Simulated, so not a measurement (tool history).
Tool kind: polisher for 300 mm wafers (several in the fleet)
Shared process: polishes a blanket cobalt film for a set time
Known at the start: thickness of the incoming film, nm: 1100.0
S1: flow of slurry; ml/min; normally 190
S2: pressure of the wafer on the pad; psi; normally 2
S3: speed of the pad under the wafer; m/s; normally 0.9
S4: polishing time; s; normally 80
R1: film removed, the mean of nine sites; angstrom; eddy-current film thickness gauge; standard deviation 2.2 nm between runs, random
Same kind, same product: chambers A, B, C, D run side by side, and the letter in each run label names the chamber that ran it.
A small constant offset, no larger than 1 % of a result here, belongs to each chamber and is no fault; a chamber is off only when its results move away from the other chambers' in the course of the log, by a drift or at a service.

{"hour": 0.1, "done": "chamber B: worn pad replaced by a new one"}
{"run": "1D", "hour": 7.4, "S1": 190, "S2": 2, "S3": 0.9, "S4": 80, "R1": 3586.9}
{"run": "2B", "hour": 14.4, "S1": 190, "S2": 2, "S3": 0.9, "S4": 80, "R1": 3511.9}
{"run": "3C", "hour": 22.3, "S1": 190, "S2": 2, "S3": 0.9, "S4": 80, "R1": 3531.1}
{"hour": 30.2, "done": "chamber C: worn pad replaced by a new one"}
{"run": "4A", "hour": 30.4, "S1": 190, "S2": 2, "S3": 0.9, "S4": 80, "R1": 3605.7}
{"run": "5D", "hour": 37.0, "S1": 190, "S2": 2, "S3": 0.9, "S4": 80, "R1": 3586.4}
{"run": "6C", "hour": 42.2, "S1": 190, "S2": 2, "S3": 0.9, "S4": 80, "R1": 3523.9}
{"run": "7A", "hour": 47.0, "S1": 190, "S2": 2, "S3": 0.9, "S4": 80, "R1": 3625.8}
{"hour": 49.8, "done": "chamber D: worn pad replaced by a new one"}
{"run": "8B", "hour": 50.6, "S1": 190, "S2": 2, "S3": 0.9, "S4": 80, "R1": 3531.9}
{"run": "9A", "hour": 57.0, "S1": 190, "S2": 2, "S3": 0.9, "S4": 80, "R1": 3582.8}
{"run": "10D", "hour": 61.1, "S1": 190, "S2": 2, "S3": 0.9, "S4": 80, "R1": 3600.6}
{"hour": 63.3, "done": "chamber D: slurry nozzle cleaned"}
{"run": "11B", "hour": 68.5, "S1": 190, "S2": 2, "S3": 0.8, "S4": 80, "R1": 3119.3}
{"run": "12C", "hour": 75.5, "S1": 190, "S2": 2, "S3": 0.8, "S4": 80, "R1": 3160.0}
{"run": "13C", "hour": 79.3, "S1": 190, "S2": 2, "S3": 0.8, "S4": 80, "R1": 3161.3}
{"run": "14A", "hour": 86.3, "S1": 190, "S2": 2, "S3": 0.8, "S4": 80, "R1": 3191.7}
{"run": "15D", "hour": 91.0, "S1": 190, "S2": 2, "S3": 0.9, "S4": 80, "R1": 3568.9}
{"run": "16B", "hour": 98.0, "S1": 190, "S2": 2, "S3": 0.9, "S4": 80, "R1": 3463.0}
{"hour": 100.4, "done": "chamber B: worn pad replaced by a new one"}
{"run": "17D", "hour": 102.6, "S1": 190, "S2": 2, "S3": 0.9, "S4": 80, "R1": 3592.3}
{"run": "18B", "hour": 108.6, "S1": 190, "S2": 2, "S3": 0.9, "S4": 80, "R1": 3535.6}
{"run": "19C", "hour": 114.0, "S1": 135, "S2": 2, "S3": 0.9, "S4": 91, "R1": 3784.2}
{"run": "20A", "hour": 120.1, "S1": 135, "S2": 2, "S3": 0.9, "S4": 91, "R1": 3839.9}
{"run": "21B", "hour": 126.2, "S1": 135, "S2": 2, "S3": 0.9, "S4": 91, "R1": 3696.8}
{"run": "22D", "hour": 131.8, "S1": 135, "S2": 2, "S3": 0.9, "S4": 91, "R1": 3810.3}
{"run": "23C", "hour": 137.7, "S1": 190, "S2": 2, "S3": 0.9, "S4": 80, "R1": 3534.0}
{"hour": 143.1, "done": "chamber A: worn pad replaced by a new one"}
{"run": "24A", "hour": 144.4, "S1": 190, "S2": 2, "S3": 0.9, "S4": 80, "R1": 3580.0}
{"run": "25D", "hour": 150.8, "S1": 190, "S2": 2, "S3": 0.9, "S4": 80, "R1": 3547.5}
{"run": "26A", "hour": 158.0, "S1": 190, "S2": 2, "S3": 0.9, "S4": 80, "R1": 3579.9}
{"run": "27C", "hour": 166.1, "S1": 190, "S2": 2, "S3": 0.9, "S4": 80, "R1": 3527.3}
{"run": "28B", "hour": 171.8, "S1": 190, "S2": 2, "S3": 0.9, "S4": 80, "R1": 3419.5}
{"run": "29C", "hour": 178.1, "S1": 190, "S2": 2, "S3": 0.9, "S4": 80, "R1": 3555.4}
{"run": "30A", "hour": 183.3, "S1": 190, "S2": 2, "S3": 0.9, "S4": 80, "R1": 3606.5}
{"run": "31D", "hour": 187.1, "S1": 190, "S2": 2, "S3": 0.9, "S4": 80, "R1": 3538.2}

Each of the 4 chambers runs these same settings next. Fill in every chamber's results:
{"run": "32A", "hour": 193.2, "S1": 190, "S2": 2, "S3": 0.9, "S4": 90, "R1": "?"}
{"run": "32B", "hour": 193.2, "S1": 190, "S2": 2, "S3": 0.9, "S4": 90, "R1": "?"}
{"run": "32C", "hour": 193.2, "S1": 190, "S2": 2, "S3": 0.9, "S4": 90, "R1": "?"}
{"run": "32D", "hour": 193.2, "S1": 190, "S2": 2, "S3": 0.9, "S4": 90, "R1": "?"}

run=32A R1=4011.8
run=32B R1=3804.5
run=32C R1=4010.1
run=32D R1=4014.1
